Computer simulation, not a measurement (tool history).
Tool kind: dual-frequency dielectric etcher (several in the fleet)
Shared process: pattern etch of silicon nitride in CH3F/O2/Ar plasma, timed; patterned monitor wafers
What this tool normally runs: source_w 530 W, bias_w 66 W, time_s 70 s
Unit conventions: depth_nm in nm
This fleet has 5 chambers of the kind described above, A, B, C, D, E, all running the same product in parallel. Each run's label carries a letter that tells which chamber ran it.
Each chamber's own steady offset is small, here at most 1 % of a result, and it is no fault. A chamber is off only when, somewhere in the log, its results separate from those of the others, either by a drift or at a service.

run   hour  source_w  bias_w  time_s  hours since the last wet clean  hours since the last source power generator calibration  hours since the last bias power generator calibration  read-back reference wafer on the same gauge, depth_nm  depth_nm
 1E    4.5       530      66      70                           462.4                                                   3915.1                                                 4172.6                                                 54.708    53.648
 2D    9.2       530      66      70                           136.2                                                    795.3                                                 2142.9                                                 54.667    52.963
 3B   12.9       530      66      70                            35.5                                                   4705.5                                                  168.6                                                 54.664    52.897
 4A   15.6       530      66      70                           295.2                                                   2044.4                                                 2510.9                                                 54.668    52.837
 5C     20       530      66      70                            73.8                                                   1557.8                                                 4321.3                                                 54.651    53.009
 6D   25.1       530      66      70                           152.1                                                    811.2                                                 2158.8                                                 54.649    52.874
 7E   28.9       480      66      70                           486.8                                                   3939.5                                                   4197                                                  54.63    51.592
 8A     34       480      66      70                           313.6                                                   2062.8                                                 2529.3                                                 54.624    50.912
 9C   39.6       480      66      70                            93.4                                                   1577.4                                                 4340.9                                                  54.61    50.707
10B   43.5       480      66      70                            66.1                                                   4736.1                                                  199.2                                                 54.591    50.875
11B     47       480      66      70                            69.6                                                   4739.6                                                  202.7                                                 54.623    50.875
12A   52.3       530      76      87                           331.9                                                   2081.1                                                 2547.6                                                 54.574    69.007
      57.3  -- chamber A: source power generator calibrated
13D   57.8       530      76      87                           184.8                                                    843.9                                                 2191.5                                                 54.573    68.912
14C   62.1       530      76      87                           115.9                                                   1599.9                                                 4363.4                                                 54.569    68.765
      62.4  -- chamber E: wet clean of the chamber
15E   67.6       530      76      87                             5.2                                                   3978.2                                                 4235.7                                                 54.562     69.54
16C   73.1       530      76      87                           126.9                                                   1610.9                                                 4374.4                                                 54.521    68.656
      75.2  -- chamber A: wet clean of the chamber
17B   77.1       530      66      70                            99.7                                                   4769.7                                                  232.8                                                 54.527     52.58
18E   82.5       530      66      70                            20.1                                                   3993.1                                                 4250.6                                                 54.507    53.297
19A   87.8       530      66      70                            12.7                                                     30.5                                                 2583.1                                                 54.494    52.659
20D   92.2       530      66      70                           219.2                                                    878.3                                                 2225.9                                                 54.476    52.808
21A   97.5       530      66      70                            22.4                                                     40.2                                                 2592.8                                                 54.476    52.819
22C  103.2       530      66      70                             157                                                     1641                                                 4404.5                                                 54.474    52.859
23B  106.4       530      66      70                             129                                                     4799                                                  262.1                                                 54.443    52.669
24E  111.9       530      66      70                            49.5                                                   4022.5                                                   4280                                                 54.452    53.128
25D  117.6       530      66      70                           244.6                                                    903.7                                                 2251.3                                                 54.408    52.877
26C  123.1       530      66      70                           176.9                                                   1660.9                                                 4424.4                                                 54.403    52.764
27D  127.5       530      66      70                           254.5                                                    913.6                                                 2261.2                                                 54.419    52.741
28A  130.2       530      66      70                            55.1                                                     72.9                                                 2625.5                                                 54.404     52.79
29B  133.2       530      66      70                           155.8                                                   4825.8                                                  288.9                                                 54.402     52.51
30E  136.6       530      66      70                            74.2                                                   4047.2                                                 4304.7                                                 54.377    53.272
31C  142.3       530      66      70                           196.1                                                   1680.1                                                 4443.6                                                 54.354    52.707
32D  144.8       530      66      70                           271.8                                                    930.9                                                 2278.5                                                 54.379    52.698
33E  148.2       530      66      70                            85.8                                                   4058.8                                                 4316.3                                                 54.357     52.99
34A  151.1       530      66      70                              76                                                     93.8                                                 2646.4                                                 54.353    52.651
35B  156.1       530      66      70                           178.7                                                   4848.7                                                  311.8                                                 54.363    52.619

The same settings go to every chamber for the next run, one line per chamber below. Forecast the results for each:
36A  160.2       530      58      70                                                                                                                                                                                                                ?
36B  160.2       530      58      70                                                                                                                                                                                                                ?
36C  160.2       530      58      70                                                                                                                                                                                                                ?
36D  160.2       530      58      70                                                                                                                                                                                                                ?
36E  160.2       530      58      70                                                                                                                                                                                                                ?

run  depth_nm
36A    50.462
36B    50.423
36C    50.506
36D    50.512
36E    50.805
